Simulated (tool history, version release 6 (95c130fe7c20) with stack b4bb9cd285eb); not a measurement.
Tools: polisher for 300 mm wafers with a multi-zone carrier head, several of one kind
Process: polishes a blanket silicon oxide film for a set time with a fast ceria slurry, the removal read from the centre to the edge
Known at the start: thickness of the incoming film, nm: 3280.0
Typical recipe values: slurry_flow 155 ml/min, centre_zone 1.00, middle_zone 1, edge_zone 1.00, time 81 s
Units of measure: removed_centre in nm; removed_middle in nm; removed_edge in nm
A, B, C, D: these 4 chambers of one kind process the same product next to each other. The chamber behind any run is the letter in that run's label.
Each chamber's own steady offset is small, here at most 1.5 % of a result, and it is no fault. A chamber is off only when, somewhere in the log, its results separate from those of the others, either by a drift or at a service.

run	hour	slurry_flow	centre_zone	middle_zone	edge_zone	time	removed_centre	removed_middle	removed_edge
1A	11.3	155	1.00	1	1.00	81	1124.7	1105.5	1135.4
2C	24.2	155	1.00	1	1.00	81	1115.7	1123.4	1120.9
3D	34.1	155	1.00	1	1.00	81	1113.9	1109.3	1112.9
# hour 34.6: chamber B: worn pad replaced by a new one
# hour 38.3: chamber C: worn pad replaced by a new one
4B	44.0	155	1.00	1	1.00	81	1115.7	1137.6	1134.0
5A	58.3	155	1.00	1	1.00	81	1121.8	1122.3	1134.9
6C	67.3	155	1.00	1	1.00	81	1125.9	1128.3	1103.6
# hour 72.3: chamber A: worn pad replaced by a new one
7D	77.9	155	1.00	1	1.00	81	1114.3	1114.1	1087.7
8B	84.7	155	1.00	1	1.00	81	1126.5	1112.9	1131.9
9B	93.6	155	0.96	1	1.04	81	1075.0	1144.4	1122.7
10C	103.7	155	0.96	1	1.04	81	1081.5	1128.7	1145.4
11D	117.3	155	0.96	1	1.04	81	1079.5	1114.8	1112.7
# hour 126.0: chamber C: edge zone pressure recalibrated
12A	128.1	155	0.96	1	1.04	81	1077.4	1119.3	1184.6
13D	135.8	155	1.00	1	1.00	81	1109.7	1116.4	1122.8
14A	144.6	155	1.00	1	1.00	81	1131.4	1131.0	1130.0
# hour 145.4: chamber A: edge zone pressure recalibrated
15B	153.2	155	1.00	1	1.00	81	1125.3	1105.3	1109.7
# hour 158.4: chamber D: worn pad replaced by a new one
# hour 163.4: chamber D: edge zone pressure recalibrated
16C	163.8	155	1.00	1	1.00	81	1133.3	1108.7	1110.2
17C	172.5	155	1.00	1	1.00	81	1144.1	1138.6	1114.0
# hour 183.4: chamber A: slurry nozzle cleaned
# hour 184.5: chamber A: worn pad replaced by a new one
18A	185.1	155	1.00	1	1.00	81	1127.5	1110.3	1137.3
19D	198.1	155	1.00	1	1.00	81	1109.6	1124.2	1103.0
20B	211.8	115	1.00	1	1.00	81	1042.0	1062.1	1058.6
21C	226.7	115	1.00	1	1.00	81	1052.2	1055.4	1044.1
# hour 227.7: chamber D: slurry nozzle cleaned
22B	233.8	115	1.00	1	1.00	81	1035.6	1062.1	1065.1
23A	247.7	115	1.00	1	1.00	81	1038.1	1044.6	1095.0
# hour 249.9: chamber C: worn pad replaced by a new one
24D	257.4	155	1.00	1	1.00	81	1107.5	1100.6	1100.8
# hour 258.3: chamber B: worn pad replaced by a new one
25B	267.2	155	1.00	1	1.00	81	1136.5	1118.9	1132.5
26A	274.4	155	1.00	1	1.00	81	1122.8	1105.1	1131.4
27C	283.5	155	0.94	1	1.10	81	1042.7	1120.0	1184.6
# hour 294.2: chamber A: worn pad replaced by a new one
28D	297.1	155	0.94	1	1.10	81	1040.4	1118.7	1164.4
29A	309.2	155	0.94	1	1.10	81	1048.7	1093.6	1186.2
30C	316.6	155	0.94	1	1.10	81	1064.4	1151.2	1162.1
# hour 317.1: chamber D: worn pad replaced by a new one
31D	329.3	155	1.00	1	1.07	81	1120.3	1108.8	1138.1
32B	342.9	155	1.00	1	1.07	81	1119.2	1106.2	1139.6
33D	351.9	155	1.00	1	1.07	81	1119.1	1135.5	1159.7
34B	361.5	155	1.00	1	1.07	81	1126.5	1109.7	1145.8
35A	368.5	155	1.00	1	1.00	81	1124.3	1128.6	1125.1
36C	381.1	155	1.00	1	1.00	81	1125.6	1109.1	1116.3
37A	389.7	155	1.00	1	1.00	81	1121.2	1126.1	1133.4

Is one chamber off against the others, does the gauge drift, or is nothing wrong? If a chamber is off, say which, and what the likeliest cause is.

Nothing is wrong: each chamber keeps only its own small, steady offset and the gauge holds still.
